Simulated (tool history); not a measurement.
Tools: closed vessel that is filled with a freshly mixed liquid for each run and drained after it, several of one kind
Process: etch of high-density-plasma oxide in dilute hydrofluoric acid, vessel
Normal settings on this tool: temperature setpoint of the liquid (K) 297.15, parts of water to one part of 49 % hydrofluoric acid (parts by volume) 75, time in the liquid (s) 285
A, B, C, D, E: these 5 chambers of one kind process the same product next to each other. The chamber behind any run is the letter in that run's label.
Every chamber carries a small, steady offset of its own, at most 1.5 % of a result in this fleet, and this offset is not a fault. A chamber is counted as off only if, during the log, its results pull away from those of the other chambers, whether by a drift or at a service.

run   hour  temperature setpoint of the liquid (K)  parts of water to one part of 49 % hydrofluoric acid (parts by volume)  time in the liquid (s)  hours since the thermometer was replaced  hours since the hydrofluoric acid flow meter was replaced  read-back film thickness of the high-density-plasma oxide reference wafer, read on the same gauge (nm)  thickness taken off the high-density-plasma oxide on a monitor wafer (angstrom)
 1E    4.8                                  297.15                                                                      75                     285                                    1802.7                                                      731.8                                                                                                  129.97                                                                           284.43
 2C    9.5                                  297.15                                                                      75                     285                                    1292.1                                                      191.5                                                                                                  130.03                                                                           276.77
 3B   12.1                                  297.15                                                                      75                     285                                     339.3                                                      582.8                                                                                                  129.98                                                                           278.65
 4A   15.2                                  297.15                                                                      75                     285                                     978.7                                                      386.2                                                                                                  129.99                                                                           278.94
 5D   18.7                                  297.15                                                                      75                     285                                     993.4                                                      844.9                                                                                                  129.99                                                                           277.78
 6C   21.3                                  297.15                                                                      75                     285                                    1303.9                                                      203.3                                                                                                  130.04                                                                           278.55
 7B   23.5                                  297.15                                                                      75                     285                                     350.7                                                      594.2                                                                                                  130.01                                                                           277.16
 8A   26.8                                  297.15                                                                      75                     285                                     990.3                                                      397.8                                                                                                     130                                                                           278.67
 9D   29.9                                  297.15                                                                      75                     285                                    1004.6                                                      856.1                                                                                                  129.99                                                                           277.92
10E   33.7                                  297.15                                                                      75                     285                                    1831.6                                                      760.7                                                                                                  129.99                                                                           281.77
11A   36.5                                  294.15                                                                      75                     345                                      1000                                                      407.5                                                                                                  129.99                                                                           298.21
12C     40                                  294.15                                                                      75                     345                                    1322.6                                                        222                                                                                                     130                                                                            298.8
13B   43.6                                  294.15                                                                      75                     345                                     370.8                                                      614.3                                                                                                  129.99                                                                           298.17
14D     48                                  294.15                                                                      75                     345                                    1022.7                                                      874.2                                                                                                  129.99                                                                           296.91
15E   51.1                                  294.15                                                                      75                     345                                      1849                                                      778.1                                                                                                     130                                                                            300.1
16A   54.5                                  297.15                                                                      75                     285                                      1018                                                      425.5                                                                                                  130.02                                                                           281.68
17E   58.6                                  297.15                                                                      75                     285                                    1856.5                                                      785.6                                                                                                  130.01                                                                            277.6
18C     62                                  297.15                                                                      75                     285                                    1344.6                                                        244                                                                                                  130.03                                                                           278.36
19B   65.6                                  297.15                                                                     100                     195                                     392.8                                                      636.3                                                                                                  129.99                                                                           137.91
20D   69.7                                  297.15                                                                     100                     195                                    1044.4                                                      895.9                                                                                                  129.96                                                                            138.1
21D   72.6                                  297.15                                                                     100                     195                                    1047.3                                                      898.8                                                                                                  130.01                                                                           137.92
22A   75.9                                  297.15                                                                     100                     195                                    1039.4                                                      446.9                                                                                                  129.99                                                                           139.28
23B   78.2                                  297.15                                                                     100                     195                                     405.4                                                      648.9                                                                                                     130                                                                           136.93
24C   82.2                                  297.15                                                                      75                     285                                    1364.8                                                      264.2                                                                                                     130                                                                           278.18
25E   84.6                                  297.15                                                                      75                     285                                    1882.5                                                      811.6                                                                                                  130.02                                                                           273.17
26D   89.3                                  297.15                                                                      75                     285                                      1064                                                      915.5                                                                                                  130.03                                                                           279.04
27B     93                                  297.15                                                                      75                     285                                     420.2                                                      663.7                                                                                                  130.02                                                                           276.41
28C   97.8                                  297.15                                                                      75                     285                                    1380.4                                                      279.8                                                                                                  130.03                                                                           276.03
29A  100.3                                  297.15                                                                      75                     285                                    1063.8                                                      471.3                                                                                                     130                                                                           279.83
30E  102.9                                  297.15                                                                      75                     285                                    1900.8                                                      829.9                                                                                                  130.03                                                                           272.51
31D  105.5                                  297.15                                                                      75                     285                                    1080.2                                                      931.7                                                                                                  130.01                                                                              278
32A  108.4                                  297.15                                                                      75                     285                                    1071.9                                                      479.4                                                                                                     130                                                                           278.23
33E  110.7                                  297.15                                                                      75                     285                                    1908.6                                                      837.7                                                                                                  129.98                                                                           270.46
34C  113.6                                  297.15                                                                      75                     285                                    1396.2                                                      295.6                                                                                                  129.98                                                                           277.66
35B  117.6                                  297.15                                                                      75                     285                                     444.8                                                      688.3                                                                                                  129.98                                                                           277.23
36A  120.3                                  297.15                                                                      75                     285                                    1083.8                                                      491.3                                                                                                  129.99                                                                           282.69
37C  124.8                                  297.15                                                                      75                     285                                    1407.4                                                      306.8                                                                                                     130                                                                           275.11
38D  127.8                                  297.15                                                                      75                     285                                    1102.5                                                        954                                                                                                  129.97                                                                           277.58
39B  132.5                                  297.15                                                                      75                     285                                     459.7                                                      703.2                                                                                                  129.99                                                                           278.13
40E  136.1                                  297.15                                                                      75                     285                                      1934                                                      863.1                                                                                                     130                                                                            267.3
41D  139.2                                  297.15                                                                      75                     285                                    1113.9                                                      965.4                                                                                                     130                                                                           280.01

Is one chamber out of step, is the gauge drifting, or do the chambers differ by no more than their own small offsets? For an off chamber, give its letter and the likeliest cause.

It is chamber E that slowly wanders off from its peers.
Cause: hydrofluoric acid flow below the setpoint (%) = 4.73.
With only this log, it may be confused with: liquid colder than its thermometer reads (K).

Chamber E could run next with any of the 4 candidate recipes listed below; each alters the usual settings, and their results appear as question marks. Which one brings its results back in line with what the other chambers deliver on the usual settings?
A result is in line if it is within this distance of the other chambers' mean on the usual settings: thickness taken off the high-density-plasma oxide on a monitor wafer (angstrom) 3.9
42E-1  142.7                                  297.15                                                                      75                     275                                                                                                                                                                                                                                                                                             ?
42E-2  142.7                                  297.15                                                                      75                     280                                                                                                                                                                                                                                                                                             ?
42E-3  142.7                                  297.15                                                                      75                     290                                                                                                                                                                                                                                                                                             ?
42E-4  142.7                                  297.15                                                                      75                     295                                                                                                                                                                                                                                                                                             ?

Average result of the remaining chambers running the usual settings: thickness taken off the high-density-plasma oxide on a monitor wafer (angstrom) 278.6
  run  thickness taken off the high-density-plasma oxide on a monitor wafer (angstrom)
42E-1                                                                           259.02
42E-2                                                                           263.73
42E-3                                                                           273.15
42E-4                                                                           277.86
The answer is 42E-4, which returns the chamber to within the allowed miss of the others.
